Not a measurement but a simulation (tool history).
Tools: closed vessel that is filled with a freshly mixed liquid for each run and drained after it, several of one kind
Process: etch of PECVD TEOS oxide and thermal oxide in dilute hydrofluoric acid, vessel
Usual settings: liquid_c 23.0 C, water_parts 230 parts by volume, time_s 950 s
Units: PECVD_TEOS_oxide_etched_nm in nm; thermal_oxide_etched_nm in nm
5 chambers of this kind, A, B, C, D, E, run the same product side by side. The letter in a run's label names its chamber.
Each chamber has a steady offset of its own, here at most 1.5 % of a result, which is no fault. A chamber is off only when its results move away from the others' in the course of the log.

run,hour,liquid_c,water_parts,time_s,hours since the thermometer was replaced,hours since the hydrofluoric acid flow meter was replaced,"read-back film thickness of the PECVD TEOS oxide reference wafer, read on the same gauge (nm)","read-back film thickness of the thermal oxide reference wafer, read on the same gauge (nm)",PECVD_TEOS_oxide_etched_nm,thermal_oxide_etched_nm
1B,6.8,23.0,230,950,297.7,42.0,130.01,40.013,35.461,16.3190
2E,16.0,23.0,230,950,1371.6,855.3,130.02,39.976,35.200,16.1210
3C,29.3,23.0,230,950,2141.2,1118.1,130.05,40.041,36.362,15.9380
4A,35.8,23.0,230,950,1240.6,639.6,130.01,40.029,35.943,16.2530
5D,47.4,23.0,230,950,424.7,766.7,130.03,40.013,35.978,16.0190
6C,58.7,23.0,230,950,2170.6,1147.5,130.04,40.000,36.701,16.0790
7E,66.3,23.0,230,950,1421.9,905.6,129.97,39.979,35.209,16.1690
8D,76.0,23.0,230,950,453.3,795.3,129.99,40.009,35.239,15.9470
9B,83.3,23.0,230,950,374.2,118.5,129.96,40.023,35.928,16.2850
10A,94.0,23.0,230,950,1298.8,697.8,129.97,39.991,35.711,16.4130
# hour 97.5: chamber E: thermometer replaced
11D,102.4,23.0,230,950,479.7,821.7,130.04,39.983,35.580,15.9280
12A,111.7,19.5,230,475,1316.5,715.5,130.04,39.983,15.832,7.0858
13E,125.1,19.5,230,475,27.6,964.4,130.00,39.949,15.574,7.1000
14C,137.6,19.5,230,475,2249.5,1226.4,129.98,39.978,15.861,7.0778
15B,148.4,19.5,230,475,439.3,183.6,130.01,40.022,15.741,7.1158
16E,155.1,19.5,230,475,57.6,994.4,130.01,40.009,15.629,7.1247
17A,162.0,23.0,230,950,1366.8,765.8,129.97,40.002,36.133,16.3550
18D,170.4,23.0,230,950,547.7,889.7,129.99,39.993,35.377,15.7940
19C,181.0,23.0,230,950,2292.9,1269.8,130.01,40.005,36.063,16.1020
20B,194.0,23.0,230,950,484.9,229.2,130.01,40.025,36.028,16.3640
21B,203.8,23.0,230,950,494.7,239.0,129.99,40.003,35.730,16.2660
22A,212.9,23.0,230,950,1417.7,816.7,130.02,40.025,36.250,16.2540
23D,221.9,23.0,230,950,599.2,941.2,130.01,40.013,35.183,15.6950
24C,235.4,23.0,230,950,2347.3,1324.2,130.04,39.969,36.266,16.1400
25E,245.8,23.0,230,950,148.3,1085.1,129.96,40.024,35.190,16.2530
26B,258.0,23.0,230,950,548.9,293.2,129.97,39.951,35.683,16.2690
27A,263.8,18.5,265,950,1468.6,867.6,130.03,39.957,25.487,11.5560
# hour 272.3: chamber D: thermometer replaced
28C,272.5,18.5,265,950,2384.4,1361.3,130.00,39.992,25.678,11.3900
29D,282.7,18.5,265,950,10.4,1002.0,130.00,40.030,24.938,11.0830
30E,293.1,18.5,265,950,195.6,1132.4,129.96,40.001,25.413,11.6680
31D,303.7,18.5,265,950,31.4,1023.0,130.02,39.989,24.647,11.0120
32C,315.1,23.0,230,950,2427.0,1403.9,129.98,39.977,36.366,16.0690
33E,328.3,23.0,230,950,230.8,1167.6,130.01,40.010,35.564,16.2770
34A,334.7,23.0,230,950,1539.5,938.5,130.01,40.003,36.043,16.3600
35B,342.1,23.0,230,950,633.0,377.3,129.97,39.977,35.738,16.1850

What goes on in this fleet: one chamber off, a drifting gauge, or nothing beyond the chambers' own small offsets? Name the chamber and the cause, if any.

Chamber D drifts away from the others.
Cause: hydrofluoric acid flow below the setpoint (%) = 2.8.

Here are 4 candidates for chamber D's next run, each the usual settings with a change, their results left as question marks. Which one brings its results back in line with what the others give on the usual settings?
In line means no further than this from the other chambers' mean on the usual settings: PECVD_TEOS_oxide_etched_nm 0.760 nm; thermal_oxide_etched_nm 0.2400 nm
36D-1,351.7,23.0,235,935,,,,,?,?
36D-2,351.7,23.0,230,960,,,,,?,?
36D-3,351.7,23.0,230,940,,,,,?,?
36D-4,351.7,23.0,225,965,,,,,?,?

The other chambers' mean on the usual settings: PECVD_TEOS_oxide_etched_nm 35.881 nm; thermal_oxide_etched_nm 16.2290 nm
run,PECVD_TEOS_oxide_etched_nm,thermal_oxide_etched_nm
36D-1,33.172,14.8460
36D-2,34.968,15.6490
36D-3,34.239,15.3230
36D-4,36.102,16.1570
36D-4 brings the chamber back in line.
